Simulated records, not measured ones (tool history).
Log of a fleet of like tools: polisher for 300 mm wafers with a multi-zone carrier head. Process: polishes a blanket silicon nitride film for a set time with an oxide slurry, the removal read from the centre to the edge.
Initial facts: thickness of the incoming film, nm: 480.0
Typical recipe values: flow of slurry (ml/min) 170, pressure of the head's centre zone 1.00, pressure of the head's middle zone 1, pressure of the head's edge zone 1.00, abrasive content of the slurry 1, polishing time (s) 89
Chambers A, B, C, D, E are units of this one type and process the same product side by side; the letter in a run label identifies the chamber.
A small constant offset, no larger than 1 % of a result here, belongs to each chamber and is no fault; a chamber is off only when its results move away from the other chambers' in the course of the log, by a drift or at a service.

run	hour	flow of slurry (ml/min)	pressure of the head's centre zone	pressure of the head's middle zone	pressure of the head's edge zone	abrasive content of the slurry	polishing time (s)	film removed at the wafer's centre (nm)	film removed at mid-radius (nm)	film removed at the wafer's edge (nm)
# hour 2.8: chamber D: worn pad replaced by a new one
# hour 3.8: chamber A: worn pad replaced by a new one
1E	10.8	170	1.00	1	1.00	1	89	75.358	77.116	76.063
2C	17.5	170	1.00	1	1.00	1	89	74.554	75.302	75.115
3B	26.9	170	1.00	1	1.00	1	89	75.843	76.848	75.251
4A	36.2	170	1.00	1	1.00	1	89	77.688	74.829	76.593
# hour 40.6: chamber B: worn pad replaced by a new one
5D	42.0	170	1.00	1	1.00	1	89	73.772	74.072	74.261
6E	48.2	170	1.00	1	1.00	1	89	75.995	75.639	75.483
7A	57.3	210	1.00	1	0.95	1	89	79.933	79.231	76.650
8C	63.1	210	1.00	1	0.95	1	89	78.039	78.329	77.389
9D	73.6	210	1.00	1	0.95	1	89	80.281	77.243	73.942
# hour 83.9: chamber A: slurry nozzle cleaned
10B	84.5	210	1.00	1	0.95	1	89	79.519	79.663	74.289
# hour 90.3: chamber D: worn pad replaced by a new one
11D	92.8	210	1.00	1	0.95	1	89	77.678	78.310	77.492
12B	98.2	170	1.00	1	1.07	1	89	75.077	77.812	78.236
13A	107.0	170	1.00	1	1.07	1	89	76.846	76.977	79.592
# hour 109.2: chamber B: slurry nozzle cleaned
14C	114.1	170	1.00	1	1.07	1	89	74.613	75.149	78.766
15E	120.9	170	1.00	1	1.07	1	89	74.115	73.615	75.653
16E	128.6	170	1.00	1	1.07	1	89	72.905	72.559	77.160
# hour 134.6: chamber B: worn pad replaced by a new one
# hour 135.8: chamber C: worn pad replaced by a new one
17A	137.6	170	1.00	1	1.00	1	89	75.846	75.714	75.995
# hour 140.6: chamber D: edge zone pressure recalibrated
18D	144.9	170	1.00	1	1.00	1	89	75.750	74.384	76.655
# hour 145.6: chamber B: edge zone pressure recalibrated
19B	155.5	170	1.05	1	1.00	1	89	81.437	76.126	75.567
20C	163.9	170	1.05	1	1.00	1	89	80.397	76.642	77.131
21A	169.4	170	1.05	1	1.00	1	89	81.042	75.633	75.255
22E	179.0	170	1.05	1	1.00	1	89	74.090	70.233	71.906
# hour 180.6: chamber D: worn pad replaced by a new one
23D	185.7	170	1.05	1	1.00	1	89	79.937	75.199	77.274
# hour 186.9: chamber A: worn pad replaced by a new one
24C	194.7	170	1.00	1	1.00	1	89	75.158	76.680	76.870
25B	203.5	170	0.93	1	1.00	1	89	69.663	75.809	74.620
26B	210.4	170	0.93	1	1.00	1	89	71.007	77.030	75.355
27C	218.4	170	0.93	1	1.00	1	89	70.309	76.542	76.945
28A	225.1	170	0.93	1	1.00	1	89	70.557	76.601	73.541
# hour 233.4: chamber B: worn pad replaced by a new one
29E	235.8	170	0.93	1	1.00	1	89	61.331	68.200	68.979
30D	242.8	170	1.00	1	1.00	1	89	74.317	75.205	75.144
31B	248.7	170	1.00	1	1.00	1	98	84.923	83.941	85.112
32C	257.7	170	1.00	1	1.00	1	98	82.899	84.570	84.837

Decide between three cases: one chamber stands off from its peers, the gauge reading all wafers drifts, or nothing is wrong past each chamber's small offset. Where a chamber is off, say which and what most likely put it there.

Chamber E drifts away from the others.
Likeliest cause: removal rate lost through wear of the pad, % = 13.

Chamber E could run next with any of the 4 candidate recipes listed below; each alters the usual settings, and their results appear as question marks. Which one brings its results back in line with what the other chambers deliver on the usual settings?
In line here means within this much of the mean the other chambers give on the usual settings: film removed at the wafer's centre (nm) 2.700; film removed at mid-radius (nm) 2.300; film removed at the wafer's edge (nm) 3.700
33E-1	266.1	165	1.00	0.99	1.00	0.95	80	?	?	?
33E-2	266.1	175	1.01	1.01	1.00	1.05	99	?	?	?
33E-3	266.1	170	1.00	1.00	1.00	1.00	86	?	?	?
33E-4	266.1	170	1.00	1.00	1.00	1.00	92	?	?	?

Other chambers, usual settings, mean: film removed at the wafer's centre (nm) 75.737; film removed at mid-radius (nm) 75.951; film removed at the wafer's edge (nm) 75.610
run	film removed at the wafer's centre (nm)	film removed at mid-radius (nm)	film removed at the wafer's edge (nm)
33E-1	57.370	57.383	58.422
33E-2	75.900	76.395	76.124
33E-3	63.490	64.050	64.505
33E-4	67.919	68.518	69.005
33E-2 puts the chamber back in line with the other chambers.
